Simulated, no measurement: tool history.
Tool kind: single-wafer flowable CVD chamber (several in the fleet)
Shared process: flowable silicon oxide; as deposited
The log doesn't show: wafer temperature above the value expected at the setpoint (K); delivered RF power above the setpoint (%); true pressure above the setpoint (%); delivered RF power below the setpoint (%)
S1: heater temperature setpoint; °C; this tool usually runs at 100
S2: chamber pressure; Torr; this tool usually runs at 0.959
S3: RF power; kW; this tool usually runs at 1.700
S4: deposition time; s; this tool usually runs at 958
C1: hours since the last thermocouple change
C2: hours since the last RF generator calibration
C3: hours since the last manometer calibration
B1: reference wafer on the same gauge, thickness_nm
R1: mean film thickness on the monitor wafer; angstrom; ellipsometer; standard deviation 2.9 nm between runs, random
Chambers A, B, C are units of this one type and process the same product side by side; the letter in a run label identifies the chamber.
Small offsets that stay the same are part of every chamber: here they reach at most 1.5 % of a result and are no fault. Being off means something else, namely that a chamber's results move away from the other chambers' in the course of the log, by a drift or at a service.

run 1B hour=9.4 | S1=100 S2=0.959 S3=1.700 S4=958 | C1=1319.1 C2=195.1 C3=2176.3 | B1=577.38 | R1=7069.3
run 2A hour=17.1 | S1=100 S2=0.959 S3=1.700 S4=958 | C1=993.7 C2=322.4 C3=1852.0 | B1=576.86 | R1=6935.3
run 3C hour=24.4 | S1=100 S2=0.959 S3=1.700 S4=958 | C1=1098.7 C2=1747.3 C3=99.7 | B1=577.21 | R1=7056.2
run 4A hour=29.7 | S1=100 S2=0.959 S3=1.700 S4=958 | C1=1006.3 C2=335.0 C3=1864.6 | B1=577.44 | R1=6944.9
run 5C hour=34.4 | S1=100 S2=0.959 S3=1.700 S4=958 | C1=1108.7 C2=1757.3 C3=109.7 | B1=577.17 | R1=6985.2
run 6B hour=40.0 | S1=100 S2=0.959 S3=1.700 S4=958 | C1=1349.7 C2=225.7 C3=2206.9 | B1=577.14 | R1=7087.8
run 7C hour=48.6 | S1=100 S2=0.959 S3=1.700 S4=958 | C1=1122.9 C2=1771.5 C3=123.9 | B1=577.53 | R1=7096.1
run 8B hour=53.2 | S1=100 S2=0.959 S3=1.700 S4=958 | C1=1362.9 C2=238.9 C3=2220.1 | B1=576.80 | R1=7092.1
run 9A hour=60.5 | S1=100 S2=1.171 S3=1.800 S4=958 | C1=1037.1 C2=365.8 C3=1895.4 | B1=577.00 | R1=8921.0
run 10A hour=66.1 | S1=100 S2=1.171 S3=1.800 S4=958 | C1=1042.7 C2=371.4 C3=1901.0 | B1=577.23 | R1=8845.6
run 11C hour=72.3 | S1=100 S2=1.171 S3=1.800 S4=958 | C1=1146.6 C2=1795.2 C3=147.6 | B1=577.13 | R1=9005.6
run 12B hour=77.5 | S1=100 S2=0.959 S3=1.700 S4=958 | C1=1387.2 C2=263.2 C3=2244.4 | B1=576.98 | R1=7075.4
run 13B hour=85.0 | S1=100 S2=0.959 S3=1.700 S4=958 | C1=1394.7 C2=270.7 C3=2251.9 | B1=576.87 | R1=7127.7
run 14A hour=94.7 | S1=100 S2=0.959 S3=1.700 S4=958 | C1=1071.3 C2=400.0 C3=1929.6 | B1=576.78 | R1=6958.0
-- hour=97.7 chamber A: capacitance manometer re-zeroed and calibrated
run 15C hour=104.4 | S1=100 S2=0.959 S3=1.700 S4=958 | C1=1178.7 C2=1827.3 C3=179.7 | B1=577.04 | R1=7034.7
-- hour=106.7 chamber B: capacitance manometer re-zeroed and calibrated
run 16B hour=113.7 | S1=100 S2=0.959 S3=1.590 S4=1140 | C1=1423.4 C2=299.4 C3=7.0 | B1=577.37 | R1=8264.2
run 17A hour=120.2 | S1=100 S2=0.959 S3=1.590 S4=1140 | C1=1096.8 C2=425.5 C3=22.6 | B1=576.88 | R1=8439.1
run 18C hour=126.4 | S1=100 S2=0.959 S3=1.590 S4=1140 | C1=1200.7 C2=1849.3 C3=201.7 | B1=577.05 | R1=8241.2
run 19B hour=135.1 | S1=100 S2=0.959 S3=1.700 S4=958 | C1=1444.8 C2=320.8 C3=28.4 | B1=576.54 | R1=7134.3
run 20C hour=143.7 | S1=100 S2=1.193 S3=1.840 S4=958 | C1=1218.0 C2=1866.6 C3=219.0 | B1=577.05 | R1=9192.6
run 21A hour=152.3 | S1=100 S2=1.193 S3=1.840 S4=958 | C1=1128.9 C2=457.6 C3=54.7 | B1=577.22 | R1=9464.7
run 22B hour=158.3 | S1=100 S2=1.193 S3=1.840 S4=958 | C1=1468.0 C2=344.0 C3=51.6 | B1=577.13 | R1=9429.4
run 23C hour=164.9 | S1=100 S2=0.959 S3=1.700 S4=958 | C1=1239.2 C2=1887.8 C3=240.2 | B1=576.91 | R1=7085.2
run 24A hour=171.3 | S1=100 S2=0.959 S3=1.700 S4=958 | C1=1147.9 C2=476.6 C3=73.7 | B1=576.81 | R1=7297.1
run 25C hour=180.8 | S1=100 S2=0.959 S3=1.700 S4=958 | C1=1255.1 C2=1903.7 C3=256.1 | B1=577.01 | R1=7049.0
run 26A hour=189.5 | S1=100 S2=0.959 S3=1.700 S4=958 | C1=1166.1 C2=494.8 C3=91.9 | B1=577.52 | R1=7221.9
run 27B hour=196.1 | S1=100 S2=0.959 S3=1.700 S4=958 | C1=1505.8 C2=381.8 C3=89.4 | B1=576.96 | R1=7077.8
run 28B hour=204.5 | S1=100 S2=0.959 S3=1.700 S4=958 | C1=1514.2 C2=390.2 C3=97.8 | B1=576.93 | R1=7085.5
-- hour=213.1 chamber A: thermocouple changed; heater temperature recalibrated
run 29C hour=213.1 | S1=100 S2=0.959 S3=1.700 S4=958 | C1=1287.4 C2=1936.0 C3=288.4 | B1=576.43 | R1=7014.3
run 30A hour=219.8 | S1=100 S2=0.959 S3=1.830 S4=1041 | C1=6.7 C2=525.1 C3=122.2 | B1=577.17 | R1=7968.1

Each of the 3 chambers runs these same settings next. Fill in every chamber's results:
run 31A hour=227.3 | S1=93 S2=0.959 S3=1.700 S4=958 | R1=?
run 31B hour=227.3 | S1=93 S2=0.959 S3=1.700 S4=958 | R1=?
run 31C hour=227.3 | S1=93 S2=0.959 S3=1.700 S4=958 | R1=?

run=31A R1=9108.1
run=31B R1=8944.4
run=31C R1=8945.5
